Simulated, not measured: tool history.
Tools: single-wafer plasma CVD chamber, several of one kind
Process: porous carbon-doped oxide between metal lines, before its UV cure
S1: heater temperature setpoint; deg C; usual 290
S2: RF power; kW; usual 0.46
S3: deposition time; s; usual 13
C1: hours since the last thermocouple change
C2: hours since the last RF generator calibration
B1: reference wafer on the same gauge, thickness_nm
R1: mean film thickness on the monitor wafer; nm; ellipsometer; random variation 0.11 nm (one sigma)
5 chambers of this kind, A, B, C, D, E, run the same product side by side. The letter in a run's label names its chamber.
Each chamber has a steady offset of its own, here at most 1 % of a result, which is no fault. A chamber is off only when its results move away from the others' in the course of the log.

run   hour   S1     S2    S3      C1      C2      B1      R1
 1C    8.5  290   0.46    13    88.1  1534.3  65.906  72.386
 2B     19  290   0.46    13  1201.4   758.5  65.937   71.89
 3E   28.5  290   0.46    13   561.1  1322.3  65.936  72.837
 4A   34.3  290   0.46    13   972.5     230  65.961   72.95
 5D   45.3  290   0.46    13   104.6  1117.8   65.97  72.262
 6E   56.3  290   0.46    13   588.9  1350.1  66.003  73.211
 7A   65.1  290   0.46    13  1003.3   260.8  66.038  72.945
 8B   74.6  290   0.46    13    1257   814.1  65.999  72.252
 9D     84  290   0.46    13   143.3  1156.5  66.042  72.327
10C   92.7  290   0.46    13   172.3  1618.5  66.019  72.386
11B   99.1  276  0.405    13  1281.5   838.6   66.05  71.225
12D  105.4  276  0.405    13   164.7  1177.9  66.047  71.437
13E  113.3  276  0.405    13   645.9  1407.1  66.098  72.202
14A  118.5  276  0.405    13  1056.7   314.2  66.078  72.369
15C  123.4  276  0.405    13     203  1649.2  66.096  71.775
16D  128.5  290   0.46    13   187.8    1201  66.104  72.317
17A  135.5  276   0.46  10.5  1073.7   331.2   66.11  65.116
18E  144.5  276   0.46  10.5   677.1  1438.3  66.161  64.948
19C  151.6  276   0.46  10.5   231.2  1677.4  66.124  64.205
20B  160.9  276   0.46  10.5  1343.3   900.4  66.155  64.175
21E  167.2  276   0.46  10.5   699.8    1461  66.165  65.116
22D  175.1  290   0.46    13   234.4  1247.6  66.172  72.556
23A  183.2  290   0.46    13  1121.4   378.9  66.213  73.187
24C  189.4  290   0.46    13     269  1715.2  66.203  72.622
25B  195.1  281   0.46    13  1377.5   934.6  66.201   76.17
26D  203.2  281   0.46    13   262.5  1275.7  66.191  76.646
27E  213.7  281   0.46    13   746.3  1507.5  66.251  77.359
28C  221.2  281   0.46    13   300.8    1747  66.251  76.524
29B  228.6  281   0.46    13    1411   968.1  66.268  76.513
     232.1  -- chamber C: RF generator calibrated
30A    237  290   0.46    13  1175.2   432.7  66.269  73.292
31E  248.1  298   0.46    13   780.7  1541.9  66.286  70.179
32C    254  298   0.46    13   333.6    21.9  66.291   69.42

Is one chamber off against the others, does the gauge drift, or is nothing wrong? If a chamber is off, say which, and what the likeliest cause is.

The gauge drifts, so all chambers seem to drift together. No chamber is off.
Cause: gauge reads high (%) = 0.622.

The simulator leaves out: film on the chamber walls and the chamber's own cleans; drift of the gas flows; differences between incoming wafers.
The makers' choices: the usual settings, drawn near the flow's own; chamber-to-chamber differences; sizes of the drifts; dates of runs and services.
